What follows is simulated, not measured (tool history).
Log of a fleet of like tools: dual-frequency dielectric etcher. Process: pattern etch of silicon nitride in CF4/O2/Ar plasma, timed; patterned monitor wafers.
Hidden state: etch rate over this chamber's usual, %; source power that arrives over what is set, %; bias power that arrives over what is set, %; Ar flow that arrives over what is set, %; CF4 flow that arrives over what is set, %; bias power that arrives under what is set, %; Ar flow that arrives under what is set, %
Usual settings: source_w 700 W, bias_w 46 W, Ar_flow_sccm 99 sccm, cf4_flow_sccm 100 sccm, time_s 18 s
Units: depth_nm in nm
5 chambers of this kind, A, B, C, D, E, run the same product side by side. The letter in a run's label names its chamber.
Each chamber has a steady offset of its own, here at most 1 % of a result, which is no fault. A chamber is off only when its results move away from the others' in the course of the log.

run	day	source_w	bias_w	Ar_flow_sccm	cf4_flow_sccm	time_s	hours since the last wet clean	hours since the last source power generator calibration	hours since the last bias power generator calibration	hours since the last Ar flow controller change	hours since the last CF4 flow controller change	read-back reference wafer on the same gauge, depth_nm	depth_nm
1B	0.300	700	46	99	100	18	210.5	1943.2	1634.5	287.7	626.8	47.183	44.173
2C	0.721	700	46	99	100	18	395.9	411.3	1510.4	4403.8	1600.4	47.228	44.318
3D	1.033	700	46	99	100	18	206.0	1627.3	139.4	3653.9	255.5	47.211	44.696
4E	1.304	700	46	99	100	18	36.8	252.8	1095.7	3080.0	218.6	47.209	44.404
# day 1.600: chamber A: source power generator calibrated
5A	1.808	700	46	99	100	18	188.9	5.1	821.1	1590.8	1266.5	47.221	44.549
6A	2.108	700	46	99	100	18	196.1	12.3	828.3	1598.0	1273.7	47.231	44.651
# day 2.175: chamber C: wet clean of the chamber
7B	2.542	700	46	99	100	18	264.3	1997.0	1688.3	341.5	680.6	47.174	44.575
8D	2.983	700	46	99	100	18	252.8	1674.1	186.2	3700.7	302.3	47.206	44.932
9E	3.425	700	46	108	78	18	87.7	303.7	1146.6	3130.9	269.5	47.124	42.053
10C	3.862	700	46	108	78	18	40.5	486.7	1585.8	4479.2	1675.8	47.229	42.188
11D	4.175	700	46	108	78	18	281.4	1702.7	214.8	3729.3	330.9	47.195	43.012
12B	4.471	700	46	108	78	18	310.6	2043.3	1734.6	387.8	726.9	47.200	42.300
13C	4.825	700	46	108	78	18	63.6	509.8	1608.9	4502.3	1698.9	47.161	42.514
# day 4.933: chamber E: Ar flow controller replaced
14A	5.367	700	46	99	100	18	274.3	90.5	906.5	1676.2	1351.9	47.195	44.280
15E	5.842	700	46	85	100	18	145.7	361.7	1204.6	21.9	327.5	47.265	44.850
16D	6.096	700	46	85	100	18	327.5	1748.8	260.9	3775.4	377.0	47.207	45.563
17B	6.367	700	46	85	100	18	356.1	2088.8	1780.1	433.3	772.4	47.201	45.245
18C	6.804	700	46	85	100	18	111.1	557.3	1656.4	4549.8	1746.4	47.178	45.181
# day 6.883: chamber D: wet clean of the chamber
19E	7.188	700	46	85	100	18	178.0	394.0	1236.9	54.2	359.8	47.177	45.434
20A	7.642	700	46	99	100	18	328.9	145.1	961.1	1730.8	1406.5	47.230	44.179
21B	8.196	700	46	99	100	18	400.0	2132.7	1824.0	477.2	816.3	47.209	44.455
22A	8.679	700	46	99	100	18	353.8	170.0	986.0	1755.7	1431.4	47.195	44.525
23E	9.167	700	46	99	100	18	225.5	441.5	1284.4	101.7	407.3	47.258	44.140
24C	9.425	700	46	99	100	18	174.0	620.2	1719.3	4612.7	1809.3	47.192	44.495
25D	9.762	700	46	99	100	18	69.2	1836.8	348.9	3863.4	465.0	47.227	44.927
26D	10.150	700	46	99	100	18	78.5	1846.1	358.2	3872.7	474.3	47.206	44.744
# day 10.321: chamber B: wet clean of the chamber
27B	10.512	700	46	99	100	18	4.6	2188.3	1879.6	532.8	871.9	47.185	44.261
# day 10.854: chamber A: wet clean of the chamber
28C	10.971	700	46	99	100	18	211.1	657.3	1756.4	4649.8	1846.4	47.227	44.609
29A	11.529	700	46	99	100	18	16.3	238.4	1054.4	1824.1	1499.8	47.239	44.178
30E	11.912	700	46	99	100	18	291.4	507.4	1350.3	167.6	473.2	47.254	44.563
31C	12.354	700	46	99	100	18	244.3	690.5	1789.6	4683.0	1879.6	47.210	44.396
32B	12.667	700	46	99	100	18	56.3	2240.0	1931.3	584.5	923.6	47.231	44.194
33D	13.079	700	46	99	100	18	148.8	1916.4	428.5	3943.0	544.6	47.191	44.871
34A	13.533	700	46	99	100	18	64.4	286.5	1102.5	1872.2	1547.9	47.242	44.811
35E	13.975	700	50	99	100	14	340.9	556.9	1399.8	217.1	522.7	47.230	35.547
36D	14.242	700	50	99	100	14	176.7	1944.3	456.4	3970.9	572.5	47.183	36.036

Next, every chamber runs the same settings. What will each give?
37A	14.650	700	46	99	100	18							?
37B	14.650	700	46	99	100	18							?
37C	14.650	700	46	99	100	18							?
37D	14.650	700	46	99	100	18							?
37E	14.650	700	46	99	100	18							?

run	depth_nm
37A	43.943
37B	44.488
37C	44.318
37D	44.824
37E	44.459

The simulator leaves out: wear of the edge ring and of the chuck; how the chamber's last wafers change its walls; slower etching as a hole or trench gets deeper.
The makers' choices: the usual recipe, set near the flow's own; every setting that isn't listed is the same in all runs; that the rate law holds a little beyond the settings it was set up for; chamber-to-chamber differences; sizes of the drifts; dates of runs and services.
